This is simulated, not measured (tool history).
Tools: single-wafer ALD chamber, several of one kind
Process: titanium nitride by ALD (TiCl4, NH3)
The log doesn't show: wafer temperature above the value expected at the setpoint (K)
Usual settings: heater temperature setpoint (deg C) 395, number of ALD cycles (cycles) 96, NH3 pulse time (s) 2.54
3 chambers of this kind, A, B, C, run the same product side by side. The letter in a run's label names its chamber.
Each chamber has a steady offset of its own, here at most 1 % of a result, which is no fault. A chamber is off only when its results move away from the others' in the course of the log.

run    day  heater temperature setpoint (deg C)  number of ALD cycles (cycles)  NH3 pulse time (s)  hours since the last thermocouple change  read-back reference wafer on the same gauge, thickness_nm  mean film thickness on the monitor wafer (angstrom)
 1C    0.5                                  395                             96                2.54                                    1728.2                                                     2.5108                                               21.205
 2B  0.742                                  395                             96                2.54                                     174.7                                                     2.5089                                                21.51
 3A  1.012                                  395                             96                2.54                                     958.2                                                     2.5121                                               21.383
 4A    1.4                                  395                             96                2.54                                     967.5                                                     2.5094                                               21.337
 5C  1.896                                  395                             96                2.54                                    1761.7                                                     2.5096                                               21.231
 6B  2.158                                  395                             96                2.54                                     208.7                                                     2.5103                                               21.407
 7C  2.433                                  395                             96                2.54                                    1774.6                                                     2.5091                                               21.189
 8B  2.662                                  395                             96                2.54                                     220.8                                                     2.5098                                                21.57
 9A  2.917                                  395                             96                2.54                                    1003.9                                                     2.5108                                               21.416
10A  3.258                                  395                             96                2.54                                    1012.1                                                     2.5091                                               21.363
11C  3.592                                  395                             96                2.54                                    1802.4                                                     2.5104                                               21.271
12B  3.871                                  395                             96                2.54                                     249.8                                                     2.5103                                               21.361
13A  4.375                                  395                             96                2.54                                    1038.9                                                     2.5103                                               21.258
14B  4.792                                  395                             96                2.54                                     271.9                                                     2.5104                                               21.373
15C  5.246                                  395                             96                2.54                                    1842.1                                                     2.5103                                               21.223
16A  5.646                                  395                             96                2.54                                    1069.4                                                     2.5109                                               21.346
17C  5.921                                  395                             96                2.54                                    1858.3                                                      2.511                                               21.262
18B    6.2                                  395                             96                2.54                                     305.7                                                     2.5084                                               21.335
19C  6.517                                  395                             96                2.54                                    1872.6                                                     2.5103                                               21.276
20A  6.812                                  395                             96                2.54                                    1097.4                                                     2.5078                                               21.296
21B  7.071                                  395                             85                2.54                                     326.6                                                      2.509                                               18.969
22C  7.575                                  395                             85                2.54                                      1898                                                     2.5104                                               18.752
23A  8.083                                  395                             85                2.54                                    1127.9                                                     2.5104                                               18.882
24B  8.446                                  395                             96                2.54                                     359.6                                                     2.5092                                               21.581
25B  8.796                                  395                             96                2.54                                       368                                                     2.5085                                               21.391

What goes on in this fleet: one chamber off, a drifting gauge, or nothing beyond the chambers' own small offsets? Name the chamber and the cause, if any.

No chamber stands off beyond its own small offset, and the gauge holds steady.
